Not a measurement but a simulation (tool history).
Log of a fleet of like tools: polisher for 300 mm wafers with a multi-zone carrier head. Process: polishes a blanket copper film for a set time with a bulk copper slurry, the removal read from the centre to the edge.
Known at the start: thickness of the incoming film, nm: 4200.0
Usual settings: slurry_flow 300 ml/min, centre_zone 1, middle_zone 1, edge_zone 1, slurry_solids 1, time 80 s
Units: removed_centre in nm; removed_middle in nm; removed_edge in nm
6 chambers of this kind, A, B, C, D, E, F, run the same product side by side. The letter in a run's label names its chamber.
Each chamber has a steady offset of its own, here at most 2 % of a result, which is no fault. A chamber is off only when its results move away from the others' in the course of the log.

run,day,slurry_flow,centre_zone,middle_zone,edge_zone,slurry_solids,time,wafers polished on this pad,hours since the slurry nozzle was cleaned,hours since the centre zone pressure was calibrated,hours since the edge zone pressure was calibrated,removed_centre,removed_middle,removed_edge
1E,0.079,300,1,1,1,1,80,159,139.6,1415.5,400.2,727.55,743.15,749.45
2B,0.188,300,1,1,1,1,80,912,434.8,275.7,183.8,743.92,739.73,750.73
# day 0.221: chamber A: worn pad replaced by a new one
# day 0.262: chamber B: worn pad replaced by a new one
3D,0.362,300,1,1,1,1,80,406,165.9,389.4,93.7,733.74,734.51,737.32
4A,0.45,300,1,1,1,1,80,62,920.8,323.4,473.7,738.54,752.57,748.97
5F,0.542,300,1,1,1,1,80,953,856.6,20.1,470.6,752.74,735.65,749.33
# day 0.65: chamber A: slurry nozzle cleaned
# day 0.675: chamber E: centre zone pressure recalibrated
6C,0.712,300,0.92,1,1,0.75,80,350,616.8,501.9,819.1,633.81,687.48,697.13
7A,0.879,300,0.92,1,1,0.75,80,177,5.6,333.7,484,645.59,702.17,702.69
8E,0.988,300,0.92,1,1,0.75,80,404,161.4,7.6,422,628.14,702.12,691.93
9D,1.112,300,0.92,1,1,0.75,80,608,183.9,407.4,111.7,627.69,686.57,714.26
# day 1.188: chamber B: slurry nozzle cleaned
10C,1.292,300,0.92,1,1,0.75,80,506,630.7,515.8,833,634.88,692.03,690.71
11F,1.404,300,0.92,1,1,0.75,80,1185,877.3,40.8,491.3,649.69,690.55,697.97
12B,1.567,300,1,1,1,1,80,352,9.1,308.8,216.9,743.73,740.43,740.18
# day 1.583: chamber C: worn pad replaced by a new one
13F,1.688,300,1,1,1,1,80,1261,884.1,47.6,498.1,752.4,728.62,745.55
14D,1.804,300,1,1,1,1,80,794,200.5,424,128.3,744.08,736.74,737.97
# day 1.875: chamber F: worn pad replaced by a new one
15B,1.983,300,1.09,1,1,1,80,464,19.1,318.8,226.9,811.07,732.83,737.21
16E,2.121,300,1.09,1,1,1,80,709,188.6,34.8,449.2,813.17,745.61,728.93
17A,2.242,300,1.09,1,1,1,80,544,38.3,366.4,516.7,821.03,748.68,735.42
18C,2.358,300,1.09,1,1,1,80,209,656.3,541.4,858.6,813.19,728.58,741.23
19C,2.496,300,1.09,1,1,1,80,246,659.6,544.7,861.9,813.93,739.76,743.89
20E,2.654,300,1.09,1,1,1,80,853,201.4,47.6,462,810.5,746.13,751.99
21A,2.767,300,1,1,1,1,80,686,50.9,379,529.3,738.98,747.68,735.64
22D,2.946,300,1,1,1,1,80,1102,227.9,451.4,155.7,729.43,740.43,749.25
# day 2.967: chamber E: worn pad replaced by a new one
23B,3.067,300,1,1,1,1,80,756,45.1,344.8,252.9,737.48,738.31,746.25
24F,3.238,300,1,1,1,1,80,367,921.3,84.8,535.3,740.71,726.35,751.9
25A,3.358,300,1,1,1,1,80,845,65.1,393.2,543.5,750.32,750.95,751.26
26F,3.462,365,1,1,1,1,80,428,926.7,90.2,540.7,765.72,748.1,756.27
27B,3.617,365,1,1,1,1,80,904,58.3,358,266.1,757.14,750.69,766.42
28D,3.7,365,1,1,1,1,80,1305,246,469.5,173.8,742.23,749.02,751.95
29C,3.808,365,1,1,1,1,80,599,691.1,576.2,893.4,763.18,743.55,741.87
# day 3.812: chamber D: slurry nozzle cleaned
30E,3.896,365,1,1,1,1,80,250,231.2,77.4,491.8,745.9,754.29,767.15
# day 3.929: chamber C: worn pad replaced by a new one
31F,4.021,365,1,1,1,1,80,578,940.1,103.6,554.1,766.2,738.45,756.46
32A,4.15,300,1,1,1,1,80,1059,84.1,412.2,562.5,736.13,749.91,743.36
33E,4.233,300,1,1,1,1,80,341,239.3,85.5,499.9,735.63,736.4,743.24
# day 4.317: chamber B: worn pad replaced by a new one
34D,4.412,300,1,1,1,1,80,1497,14.5,486.6,190.9,745.85,735.16,743.45
# day 4.525: chamber A: edge zone pressure recalibrated
35C,4.588,300,1,0.94,0.9,1,80,178,709.8,594.9,912.1,738.55,691.02,698.52
# day 4.658: chamber D: worn pad replaced by a new one
# day 4.721: chamber A: worn pad replaced by a new one
36B,4.721,300,1,0.94,0.9,1,80,109,84.8,384.5,292.6,740.18,700.82,706.26
37D,4.804,300,1,0.94,0.9,1,80,40,23.9,496,200.3,729.33,704.21,716.4
38A,4.925,300,1,0.94,0.9,1,80,55,102.7,430.8,9.7,735.18,699.78,711.92
39C,5.1,300,1,0.94,0.9,1,80,316,722.1,607.2,924.4,737.31,698.31,702.23
40B,5.229,300,1,0.94,0.9,1,80,246,97,396.7,304.8,736.24,704.46,704.91

Next, every chamber runs the same settings. What will each give?
41A,5.358,300,1,1,1,1,80,,,,,?,?,?
41B,5.358,300,1,1,1,1,80,,,,,?,?,?
41C,5.358,300,1,1,1,1,80,,,,,?,?,?
41D,5.358,300,1,1,1,1,80,,,,,?,?,?
41E,5.358,300,1,1,1,1,80,,,,,?,?,?
41F,5.358,300,1,1,1,1,80,,,,,?,?,?

run,removed_centre,removed_middle,removed_edge
41A,740.52,751.45,738.02
41B,745.5,736.04,748.47
41C,732.44,732.64,743.04
41D,737.55,735.98,766.28
41E,734.02,740.3,746.51
41F,751.09,732.4,746.77
